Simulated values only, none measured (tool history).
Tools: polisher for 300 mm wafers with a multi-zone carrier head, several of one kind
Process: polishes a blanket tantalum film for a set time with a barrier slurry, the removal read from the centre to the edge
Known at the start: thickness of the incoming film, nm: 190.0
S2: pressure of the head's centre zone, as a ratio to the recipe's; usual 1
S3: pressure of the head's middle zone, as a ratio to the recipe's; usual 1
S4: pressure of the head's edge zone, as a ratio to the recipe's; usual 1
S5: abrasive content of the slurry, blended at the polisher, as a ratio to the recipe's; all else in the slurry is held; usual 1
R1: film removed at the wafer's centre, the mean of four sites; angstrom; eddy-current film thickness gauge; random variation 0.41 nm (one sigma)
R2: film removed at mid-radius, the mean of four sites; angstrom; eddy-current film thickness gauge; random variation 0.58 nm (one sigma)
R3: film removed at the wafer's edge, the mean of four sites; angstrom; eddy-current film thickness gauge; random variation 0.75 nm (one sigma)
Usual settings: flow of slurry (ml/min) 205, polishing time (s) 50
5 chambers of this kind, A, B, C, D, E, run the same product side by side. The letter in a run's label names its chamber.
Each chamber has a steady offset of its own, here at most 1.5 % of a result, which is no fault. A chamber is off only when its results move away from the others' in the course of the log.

run 1B day=0.242 | flow_of_slurry_(ml/min)=205 S2=1 S3=1 S4=1 S5=1 polishing_time_(s)=50 | R1=656.13 R2=669.27 R3=650.65
run 2A day=0.433 | flow_of_slurry_(ml/min)=205 S2=1 S3=1 S4=1 S5=1 polishing_time_(s)=50 | R1=657.59 R2=655.68 R3=660.56
run 3D day=0.738 | flow_of_slurry_(ml/min)=205 S2=1 S3=1 S4=1 S5=1 polishing_time_(s)=50 | R1=665.88 R2=653.19 R3=641.66
-- day=0.846 chamber D: edge zone pressure recalibrated
run 4C day=1.029 | flow_of_slurry_(ml/min)=205 S2=1 S3=1 S4=1 S5=1 polishing_time_(s)=50 | R1=657.16 R2=647.43 R3=661.05
run 5E day=1.325 | flow_of_slurry_(ml/min)=205 S2=1 S3=1 S4=1 S5=1 polishing_time_(s)=50 | R1=659.21 R2=653.77 R3=654.22
run 6D day=1.712 | flow_of_slurry_(ml/min)=205 S2=1 S3=1.06 S4=1 S5=1 polishing_time_(s)=50 | R1=665.69 R2=692.78 R3=658.07
run 7C day=2.021 | flow_of_slurry_(ml/min)=205 S2=1 S3=1.06 S4=1 S5=1 polishing_time_(s)=50 | R1=656.38 R2=695.12 R3=656.18
run 8B day=2.292 | flow_of_slurry_(ml/min)=205 S2=1 S3=1.06 S4=1 S5=1 polishing_time_(s)=50 | R1=657.89 R2=691.92 R3=636.88
-- day=2.55 chamber B: worn pad replaced by a new one
run 9A day=2.562 | flow_of_slurry_(ml/min)=205 S2=1 S3=1.06 S4=1 S5=1 polishing_time_(s)=50 | R1=654.65 R2=682.65 R3=648.72
run 10E day=2.896 | flow_of_slurry_(ml/min)=205 S2=1 S3=1.06 S4=1 S5=1 polishing_time_(s)=50 | R1=666.11 R2=686.81 R3=659.06
run 11A day=3.217 | flow_of_slurry_(ml/min)=205 S2=1 S3=1 S4=1.1 S5=1 polishing_time_(s)=50 | R1=658.39 R2=659.37 R3=699.11
run 12D day=3.404 | flow_of_slurry_(ml/min)=205 S2=1 S3=1 S4=1.1 S5=1 polishing_time_(s)=50 | R1=665.05 R2=661.77 R3=668.25
-- day=3.421 chamber C: worn pad replaced by a new one
-- day=3.471 chamber A: centre zone pressure recalibrated
run 13C day=3.708 | flow_of_slurry_(ml/min)=205 S2=1 S3=1 S4=1.1 S5=1 polishing_time_(s)=50 | R1=658.06 R2=648.54 R3=680.35
run 14E day=3.983 | flow_of_slurry_(ml/min)=205 S2=1 S3=1 S4=1.1 S5=1 polishing_time_(s)=50 | R1=663.87 R2=656.96 R3=699.47
run 15B day=4.383 | flow_of_slurry_(ml/min)=205 S2=1 S3=1 S4=1.1 S5=1 polishing_time_(s)=50 | R1=657 R2=667.88 R3=695.9
-- day=4.729 chamber E: worn pad replaced by a new one
run 16E day=4.783 | flow_of_slurry_(ml/min)=205 S2=1 S3=1 S4=1 S5=1 polishing_time_(s)=50 | R1=662.14 R2=648.32 R3=651.24
run 17B day=5.167 | flow_of_slurry_(ml/min)=205 S2=1 S3=1 S4=1 S5=1 polishing_time_(s)=50 | R1=655.24 R2=652.1 R3=649.73
run 18D day=5.554 | flow_of_slurry_(ml/min)=205 S2=1 S3=1 S4=1 S5=1 polishing_time_(s)=50 | R1=657.51 R2=659.43 R3=651.33
run 19C day=5.738 | flow_of_slurry_(ml/min)=205 S2=1 S3=1 S4=1 S5=1 polishing_time_(s)=50 | R1=658.55 R2=648.31 R3=650.31
run 20A day=5.992 | flow_of_slurry_(ml/min)=205 S2=1 S3=1 S4=1 S5=1 polishing_time_(s)=50 | R1=628.11 R2=643.91 R3=644.5
run 21C day=6.229 | flow_of_slurry_(ml/min)=205 S2=1 S3=1 S4=1 S5=1 polishing_time_(s)=50 | R1=652.27 R2=645.72 R3=648.27
run 22A day=6.517 | flow_of_slurry_(ml/min)=205 S2=1 S3=1 S4=1 S5=1 polishing_time_(s)=50 | R1=631.39 R2=655.71 R3=660.83
run 23B day=6.838 | flow_of_slurry_(ml/min)=205 S2=1 S3=1 S4=1 S5=1 polishing_time_(s)=50 | R1=661.43 R2=657.21 R3=659.39
-- day=6.908 chamber D: slurry nozzle cleaned
-- day=7.05 chamber A: slurry nozzle cleaned
run 24D day=7.167 | flow_of_slurry_(ml/min)=205 S2=1.08 S3=1.06 S4=1 S5=1 polishing_time_(s)=50 | R1=722.68 R2=700.35 R3=658.05
-- day=7.175 chamber A: worn pad replaced by a new one
-- day=7.212 chamber C: centre zone pressure recalibrated
run 25E day=7.454 | flow_of_slurry_(ml/min)=205 S2=1.08 S3=1.06 S4=1 S5=1 polishing_time_(s)=50 | R1=722.55 R2=687.74 R3=652.83
run 26C day=7.646 | flow_of_slurry_(ml/min)=205 S2=1.08 S3=1.06 S4=1 S5=1 polishing_time_(s)=50 | R1=704.89 R2=682.21 R3=655.08
-- day=7.746 chamber D: worn pad replaced by a new one
run 27A day=7.9 | flow_of_slurry_(ml/min)=205 S2=1.08 S3=1.06 S4=1 S5=1 polishing_time_(s)=50 | R1=691.63 R2=680.1 R3=659.35
run 28E day=8.1 | flow_of_slurry_(ml/min)=205 S2=1.08 S3=1.06 S4=1 S5=1 polishing_time_(s)=50 | R1=716.81 R2=695.46 R3=669.17
run 29D day=8.488 | flow_of_slurry_(ml/min)=205 S2=1 S3=1 S4=1 S5=1 polishing_time_(s)=50 | R1=669.06 R2=649.57 R3=655.85
run 30B day=8.862 | flow_of_slurry_(ml/min)=205 S2=1 S3=1 S4=1 S5=1 polishing_time_(s)=50 | R1=654.97 R2=652.62 R3=652.11
-- day=8.958 chamber E: slurry nozzle cleaned
run 31E day=9.179 | flow_of_slurry_(ml/min)=205 S2=1 S3=1 S4=1 S5=1 polishing_time_(s)=50 | R1=661.23 R2=655.08 R3=650.68
run 32C day=9.567 | flow_of_slurry_(ml/min)=205 S2=1 S3=1 S4=1 S5=1 polishing_time_(s)=50 | R1=654.85 R2=653.48 R3=648.97

Is one chamber off against the others, does the gauge drift, or is nothing wrong? If a chamber is off, say which, and what the likeliest cause is.

A service left chamber A off against the others.
Cause: centre zone's pressure below its setpoint, % = 4.03.

Here are 4 candidates for chamber A's next run, each the usual settings with a change, their results left as question marks. Which one brings its results back in line with what the others give on the usual settings?
In line means no further than this from the other chambers' mean on the usual settings: R1 14 angstrom; R2 20 angstrom; R3 26 angstrom
run 33A-1 day=9.854 | flow_of_slurry_(ml/min)=210 S2=1.08 S3=1 S4=0.97 S5=1 polishing_time_(s)=50 | R1=? R2=? R3=?
run 33A-2 day=9.854 | flow_of_slurry_(ml/min)=200 S2=0.96 S3=1 S4=1.02 S5=1 polishing_time_(s)=50 | R1=? R2=? R3=?
run 33A-3 day=9.854 | flow_of_slurry_(ml/min)=200 S2=0.92 S3=1 S4=1.03 S5=1 polishing_time_(s)=50 | R1=? R2=? R3=?
run 33A-4 day=9.854 | flow_of_slurry_(ml/min)=210 S2=1.04 S3=1 S4=0.98 S5=1 polishing_time_(s)=50 | R1=? R2=? R3=?

The other chambers' mean on the usual settings: R1 660.24 angstrom; R2 655.89 angstrom; R3 654.49 angstrom
run=33A-1 R1=690.79 R2=656.73 R3=653.57
run=33A-2 R1=601.28 R2=652.68 R3=667.38
run=33A-3 R1=573.18 R2=652.82 R3=670.8
run=33A-4 R1=662.47 R2=656.87 R3=657.01
33A-4 brings the chamber back in line.
